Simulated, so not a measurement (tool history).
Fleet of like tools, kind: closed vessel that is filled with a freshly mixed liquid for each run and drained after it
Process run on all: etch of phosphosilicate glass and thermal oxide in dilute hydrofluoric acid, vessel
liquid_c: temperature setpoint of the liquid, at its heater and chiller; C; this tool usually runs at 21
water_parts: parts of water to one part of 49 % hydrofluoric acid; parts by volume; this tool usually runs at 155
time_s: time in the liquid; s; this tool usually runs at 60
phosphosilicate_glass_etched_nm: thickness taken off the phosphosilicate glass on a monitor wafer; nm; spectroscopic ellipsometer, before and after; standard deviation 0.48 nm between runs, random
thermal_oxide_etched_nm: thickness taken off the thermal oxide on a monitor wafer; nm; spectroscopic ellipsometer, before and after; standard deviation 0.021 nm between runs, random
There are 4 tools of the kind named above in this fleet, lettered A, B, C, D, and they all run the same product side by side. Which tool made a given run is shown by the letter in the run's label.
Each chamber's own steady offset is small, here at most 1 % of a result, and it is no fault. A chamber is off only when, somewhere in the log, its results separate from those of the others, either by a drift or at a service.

run	hour	liquid_c	water_parts	time_s	read-back film thickness of the phosphosilicate glass reference wafer, read on the same gauge (nm)	read-back film thickness of the thermal oxide reference wafer, read on the same gauge (nm)	phosphosilicate_glass_etched_nm	thermal_oxide_etched_nm
1A	6.2	21	155	60	90.003	80.017	55.875	1.49850
2C	12.8	21	155	60	89.987	80.009	56.357	1.49330
3B	18.6	21	155	60	89.982	79.981	54.853	1.48400
4D	24.0	21	155	60	89.967	79.997	56.413	1.45540
5D	33.2	21	120	70	89.993	79.997	87.297	2.31600
6C	43.0	21	120	70	90.040	79.995	86.031	2.33200
7A	51.7	21	120	70	89.964	79.987	87.321	2.39210
8B	57.6	21	120	70	90.013	79.991	86.959	2.30500
9B	63.4	17	155	30	90.038	79.995	23.669	0.64307
10D	68.1	17	155	30	89.967	80.002	24.060	0.62847
11A	78.5	17	155	30	89.955	80.024	23.649	0.62409
12C	85.4	17	155	30	90.014	79.998	23.579	0.62571
13C	91.7	21	155	60	90.011	79.983	55.499	1.47190
14B	100.8	21	155	60	89.998	79.995	55.184	1.44330
15A	110.7	21	155	60	90.047	80.000	55.947	1.46560
# hour 111.3: chamber C: thermometer replaced
16D	117.7	21	155	60	90.013	80.018	55.468	1.48220
17A	127.6	21	155	60	90.023	79.992	55.760	1.50540
18B	135.7	21	155	60	89.974	80.016	55.700	1.43770
19D	142.9	21	155	60	90.021	80.005	55.758	1.51290
20C	148.9	21	155	60	90.018	80.002	55.994	1.47020
21D	153.9	21	155	60	89.992	79.986	55.159	1.47690
22B	160.2	21	155	60	90.017	80.014	55.319	1.46660
23A	167.2	21	155	60	89.995	80.014	55.806	1.49130
24C	174.5	23	155	60	90.007	79.983	59.747	1.61530
# hour 178.9: chamber A: hydrofluoric acid flow meter replaced
25B	183.5	23	155	60	90.000	80.000	59.044	1.57590
26D	189.9	23	155	60	90.022	80.007	60.378	1.62740
27C	195.6	23	155	60	90.006	79.990	61.066	1.56920
28A	201.3	21	155	60	90.013	79.989	55.666	1.47860
29B	210.5	21	155	60	90.048	79.989	55.561	1.47610
30A	218.9	21	155	60	90.007	79.999	56.271	1.46930
31D	223.8	21	155	60	90.018	80.024	56.594	1.48590

Read the log: is a single chamber off, either drifting away or since a service, is the gauge that measures every chamber drifting, or is nothing wrong beyond small per-chamber offsets? Name any odd chamber and what most likely caused it.

No chamber stands off beyond its own small offset, and the gauge holds steady.
